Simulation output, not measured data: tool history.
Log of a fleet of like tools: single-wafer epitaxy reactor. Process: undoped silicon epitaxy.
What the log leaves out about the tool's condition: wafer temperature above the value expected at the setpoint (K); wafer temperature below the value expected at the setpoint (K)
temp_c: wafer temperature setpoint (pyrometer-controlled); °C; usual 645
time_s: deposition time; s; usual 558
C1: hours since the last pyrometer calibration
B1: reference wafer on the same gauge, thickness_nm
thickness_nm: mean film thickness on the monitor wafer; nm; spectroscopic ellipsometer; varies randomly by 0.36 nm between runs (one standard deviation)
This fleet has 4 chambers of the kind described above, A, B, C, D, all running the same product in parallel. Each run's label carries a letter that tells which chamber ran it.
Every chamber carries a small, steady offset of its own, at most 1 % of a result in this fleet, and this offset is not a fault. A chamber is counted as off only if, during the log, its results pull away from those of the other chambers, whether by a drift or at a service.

Run 1A, day 0.262: usual settings; C1 474.6; B1 76.193. Result: thickness_nm 84.016 nm.
Run 2B, day 0.5: usual settings; C1 1014.9; B1 76.109. Result: thickness_nm 83.896 nm.
Run 3D, day 0.717: usual settings; C1 1356.7; B1 76.049. Result: thickness_nm 83.912 nm.
Run 4C, day 0.983: usual settings; C1 892.7; B1 76.143. Result: thickness_nm 83.555 nm.
Run 5D, day 1.288: usual settings; C1 1370.4; B1 76.134. Result: thickness_nm 83.88 nm.
Run 6C, day 1.567: usual settings; C1 906.7; B1 76.132. Result: thickness_nm 83.75 nm.
Run 7B, day 1.729: usual settings; C1 1044.4; B1 76.17. Result: thickness_nm 84.255 nm.
Run 8A, day 1.95: usual settings but temp_c 656 °C, time_s 500 s; C1 515.1; B1 76.136. Result: thickness_nm 96.354 nm.
Run 9D, day 2.188: usual settings but temp_c 656 °C, time_s 500 s; C1 1392; B1 75.991. Result: thickness_nm 96.464 nm.
Run 10A, day 2.362: usual settings but temp_c 656 °C, time_s 500 s; C1 525; B1 76.058. Result: thickness_nm 96.412 nm.
Run 11B, day 2.525: usual settings but temp_c 656 °C, time_s 500 s; C1 1063.5; B1 76.068. Result: thickness_nm 95.783 nm.
Run 12C, day 2.671: usual settings; C1 933.2; B1 76.158. Result: thickness_nm 83.75 nm.
Run 13A, day 2.838: usual settings; C1 536.4; B1 76.106. Result: thickness_nm 85.705 nm.
Run 14C, day 3.088: usual settings; C1 943.2; B1 76.032. Result: thickness_nm 83.855 nm.
Run 15D, day 3.404: usual settings but temp_c 659 °C; C1 1421.2; B1 76.006. Result: thickness_nm 114.61 nm.
Run 16B, day 3.575: usual settings but temp_c 659 °C; C1 1088.7; B1 76.132. Result: thickness_nm 113.87 nm.
Run 17A, day 3.812: usual settings but temp_c 659 °C; C1 559.8; B1 76.039. Result: thickness_nm 116.84 nm.
Run 18D, day 3.967: usual settings but temp_c 659 °C; C1 1434.7; B1 76.03. Result: thickness_nm 113.52 nm.
Run 19C, day 4.142: usual settings; C1 968.5; B1 76.077. Result: thickness_nm 84.024 nm.
Run 20B, day 4.454: usual settings; C1 1109.8; B1 76.111. Result: thickness_nm 84.335 nm.
Run 21B, day 4.65: usual settings; C1 1114.5; B1 76.081. Result: thickness_nm 83.919 nm.
Run 22A, day 4.879: usual settings; C1 585.4; B1 76.005. Result: thickness_nm 87.759 nm.
Run 23C, day 5.158: usual settings but temp_c 652 °C, time_s 457 s; C1 992.9; B1 76.065. Result: thickness_nm 80.072 nm.
Run 24D, day 5.467: usual settings but temp_c 652 °C, time_s 457 s; C1 1470.7; B1 76.092. Result: thickness_nm 80.345 nm.
Run 25B, day 5.629: usual settings but temp_c 652 °C, time_s 457 s; C1 1138; B1 76.123. Result: thickness_nm 80.441 nm.

Decide between three cases: one chamber stands off from its peers, the gauge reading all wafers drifts, or nothing is wrong past each chamber's small offset. Where a chamber is off, say which and what most likely put it there.

One chamber, A, drifts off from the rest bit by bit.
Likeliest cause: wafer temperature above the value expected at the setpoint (K) = 2.1.

Which of the 4 candidates below, each the usual settings with something changed and its results left as question marks, puts chamber A back in line with what the other chambers give on the usual settings?
In line means no further than this from the other chambers' mean on the usual settings: thickness_nm 1.3 nm
Run 26A-1, day 5.867: usual settings but temp_c 646 °C. Result: thickness_nm ?.
Run 26A-2, day 5.867: usual settings but temp_c 647 °C, time_s 566 s. Result: thickness_nm ?.
Run 26A-3, day 5.867: usual settings but temp_c 643 °C, time_s 550 s. Result: thickness_nm ?.
Run 26A-4, day 5.867: usual settings but temp_c 644 °C, time_s 554 s. Result: thickness_nm ?.

Mean of the other chambers on the usual settings: thickness_nm 83.897 nm
  run  thickness_nm
26A-1        90.422
26A-2        93.735
26A-3        83.475
26A-4        85.942
The answer is 26A-3, which returns the chamber to within the allowed miss of the others.

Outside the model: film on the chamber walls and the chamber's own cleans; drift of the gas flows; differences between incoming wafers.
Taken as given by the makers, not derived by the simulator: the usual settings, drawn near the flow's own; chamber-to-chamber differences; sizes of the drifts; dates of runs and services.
